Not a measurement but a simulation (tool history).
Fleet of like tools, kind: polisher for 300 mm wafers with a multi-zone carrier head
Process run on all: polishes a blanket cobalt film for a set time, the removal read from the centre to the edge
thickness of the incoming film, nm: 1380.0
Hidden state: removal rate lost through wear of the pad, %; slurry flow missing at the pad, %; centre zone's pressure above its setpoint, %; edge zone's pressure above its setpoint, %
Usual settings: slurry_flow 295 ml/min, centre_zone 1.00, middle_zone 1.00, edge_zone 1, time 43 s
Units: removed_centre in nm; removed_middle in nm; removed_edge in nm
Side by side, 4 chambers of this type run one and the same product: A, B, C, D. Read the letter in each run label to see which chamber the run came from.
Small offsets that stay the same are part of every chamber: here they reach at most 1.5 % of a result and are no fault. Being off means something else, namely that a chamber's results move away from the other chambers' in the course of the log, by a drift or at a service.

run   hour  slurry_flow  centre_zone  middle_zone  edge_zone  time  wafers polished on this pad  hours since the slurry nozzle was cleaned  hours since the centre zone pressure was calibrated  hours since the edge zone pressure was calibrated  removed_centre  removed_middle  removed_edge
 1B    8.6          295         1.00         1.00          1    43                          527                                      303.2                                                355.7                                              672.9          241.68          242.18        242.41
 2D   15.2          295         1.00         1.00          1    43                          877                                      128.2                                                240.7                                              639.4          240.11          242.76        239.88
      20.7  -- chamber A: worn pad replaced by a new one
 3C   25.6          295         1.00         1.00          1    43                          727                                       57.9                                                 97.0                                              522.8          241.29          244.59        238.39
      30.3  -- chamber D: worn pad replaced by a new one
      31.2  -- chamber B: worn pad replaced by a new one
 4A   31.5          295         1.00         1.00          1    43                          148                                       51.2                                                570.5                                              296.4          241.92          240.02        244.25
 5D   37.5          325         1.11         1.00          1    43                           99                                      150.5                                                263.0                                              661.7          268.86          249.43        242.99
 6C   48.5          325         1.11         1.00          1    43                         1041                                       80.8                                                119.9                                              545.7          281.75          248.04        243.03
 7A   56.4          325         1.11         1.00          1    43                          490                                       76.1                                                595.4                                              321.3          272.31          245.09        243.82
      62.9  -- chamber C: worn pad replaced by a new one
 8B   64.5          325         1.11         1.00          1    43                          457                                      359.1                                                411.6                                              728.8          276.48          242.22        246.60
      70.3  -- chamber C: edge zone pressure recalibrated
 9A   71.7          295         1.04         1.00          1    38                          700                                       91.4                                                610.7                                              336.6          228.59          215.98        213.17
10C   82.9          295         1.04         1.00          1    38                          274                                      115.2                                                154.3                                               12.6          226.92          215.39        216.36
      93.5  -- chamber B: worn pad replaced by a new one
11B   93.9          295         1.04         1.00          1    38                            5                                      388.5                                                441.0                                              758.2          221.83          219.36        211.36
      97.1  -- chamber A: worn pad replaced by a new one
      98.5  -- chamber D: worn pad replaced by a new one
12D  106.0          295         1.04         1.00          1    38                          103                                      219.0                                                331.5                                              730.2          221.70          212.70        216.40
13A  112.6          295         1.00         1.00          1    43                          213                                      132.3                                                651.6                                              377.5          249.94          239.88        236.95
14B  123.0          295         1.00         1.00          1    43                          405                                      417.6                                                470.1                                              787.3          247.76          244.94        243.82
15D  129.6          295         1.00         1.00          1    43                          427                                      242.6                                                355.1                                              753.8          242.33          241.96        240.08
16C  136.4          295         1.00         1.00          1    43                         1008                                      168.7                                                207.8                                               66.1          244.53          243.24        243.48
     139.5  -- chamber C: worn pad replaced by a new one
17D  145.5          295         1.00         1.00          1    43                          645                                      258.5                                                371.0                                              769.7          239.82          240.95        244.88
18B  155.2          295         1.00         1.00          1    43                          846                                      449.8                                                502.3                                              819.5          243.09          246.38        245.66
     155.3  -- chamber B: worn pad replaced by a new one
19A  163.7          295         1.00         1.00          1    43                          914                                      183.4                                                702.7                                              428.6          241.03          240.43        242.32
20C  170.5          295         1.00         1.00          1    43                          426                                      202.8                                                241.9                                              100.2          246.14          244.66        240.74
     171.1  -- chamber B: edge zone pressure recalibrated
     173.6  -- chamber D: worn pad replaced by a new one
21B  179.9          295         1.00         1.00          1    43                          338                                      474.5                                                527.0                                                8.9          244.89          247.52        238.43
     180.0  -- chamber A: worn pad replaced by a new one
22C  185.4          295         1.00         1.00          1    43                          630                                      217.7                                                256.8                                              115.1          244.09          244.79        241.38
     188.4  -- chamber B: centre zone pressure recalibrated
23A  190.7          295         1.00         1.00          1    43                          147                                      210.4                                                729.7                                              455.6          243.20          242.39        243.56
24D  198.5          295         0.91         0.92          1    43                          342                                      311.5                                                424.0                                              822.7          217.24          227.67        245.96
25B  207.2          295         0.91         0.92          1    43                          712                                      501.8                                                 18.8                                               36.2          217.06          230.25        244.32
     208.0  -- chamber C: worn pad replaced by a new one
26A  213.7          295         0.91         0.92          1    43                          462                                      233.4                                                752.7                                              478.6          217.58          224.62        240.60
     219.5  -- chamber A: centre zone pressure recalibrated
27C  221.4          295         0.91         0.92          1    43                          183                                      253.7                                                292.8                                              151.1          218.13          222.83        239.41
28D  230.9          195         1.00         1.00          1    29                          786                                      343.9                                                456.4                                              855.1          155.89          158.18        159.89
     235.0  -- chamber D: worn pad replaced by a new one
     235.7  -- chamber B: slurry nozzle cleaned
     236.8  -- chamber B: worn pad replaced by a new one
29C  241.3          195         1.00         1.00          1    29                          456                                      273.6                                                312.7                                              171.0          159.61          156.76        159.09
30B  248.5          195         1.00         1.00          1    29                          161                                       12.9                                                 60.1                                               77.5          155.79          155.69        159.20
31D  257.2          195         1.00         1.00          1    29                          305                                      370.2                                                482.7                                              881.4          155.19          154.95        158.48
     258.9  -- chamber A: worn pad replaced by a new one
32A  266.6          295         1.00         1.00          1    43                          105                                      286.3                                                 47.2                                              531.5          243.22          250.34        242.08
33C  276.8          295         1.00         1.00          1    43                          943                                      309.1                                                348.2                                              206.5          249.50          244.72        237.60
     287.2  -- chamber C: worn pad replaced by a new one
34B  288.1          295         1.00         1.00          1    43                          704                                       52.5                                                 99.7                                              117.1          245.02          242.84        240.56
     297.1  -- chamber D: worn pad replaced by a new one
35D  297.7          295         1.00         1.00          1    43                            9                                      410.7                                                523.2                                              921.9          242.50          246.97        247.03
36A  306.6          295         1.00         1.00          1    43                          654                                      326.3                                                 87.2                                              571.5          239.75          243.97        243.00
     310.9  -- chamber B: worn pad replaced by a new one
37B  315.2          295         1.00         1.00          1    43                           59                                       79.6                                                126.8                                              144.2          243.06          244.39        243.43
38D  321.5          295         1.00         1.00          1    43                          336                                      434.5                                                547.0                                              945.7          243.08          241.52        243.33
39C  329.7          295         1.00         1.00          1    43                          584                                      362.0                                                401.1                                              259.4          242.96          240.46        239.23
     330.8  -- chamber A: worn pad replaced by a new one
40A  337.8          295         1.00         1.00          1    43                           96                                      357.5                                                118.4                                              602.7          246.30          242.00        242.80
     346.4  -- chamber A: edge zone pressure recalibrated
41B  349.0          295         1.00         1.00          1    43                          523                                      113.4                                                160.6                                              178.0          247.74          248.19        243.99
42A  355.2          295         1.00         1.00          1    43                          335                                      374.9                                                135.8                                                8.8          243.17          247.64        240.73

All chambers now run identical settings, listed one chamber a line with results as question marks. What results will each chamber show?
43A  364.0          295         1.00         0.90          1    43                                                                                                                                                                                               ?               ?             ?
43B  364.0          295         1.00         0.90          1    43                                                                                                                                                                                               ?               ?             ?
43C  364.0          295         1.00         0.90          1    43                                                                                                                                                                                               ?               ?             ?
43D  364.0          295         1.00         0.90          1    43                                                                                                                                                                                               ?               ?             ?

run  removed_centre  removed_middle  removed_edge
43A          243.10          225.33        239.94
43B          244.25          222.24        243.75
43C          242.21          220.01        243.53
43D          239.11          225.21        245.47

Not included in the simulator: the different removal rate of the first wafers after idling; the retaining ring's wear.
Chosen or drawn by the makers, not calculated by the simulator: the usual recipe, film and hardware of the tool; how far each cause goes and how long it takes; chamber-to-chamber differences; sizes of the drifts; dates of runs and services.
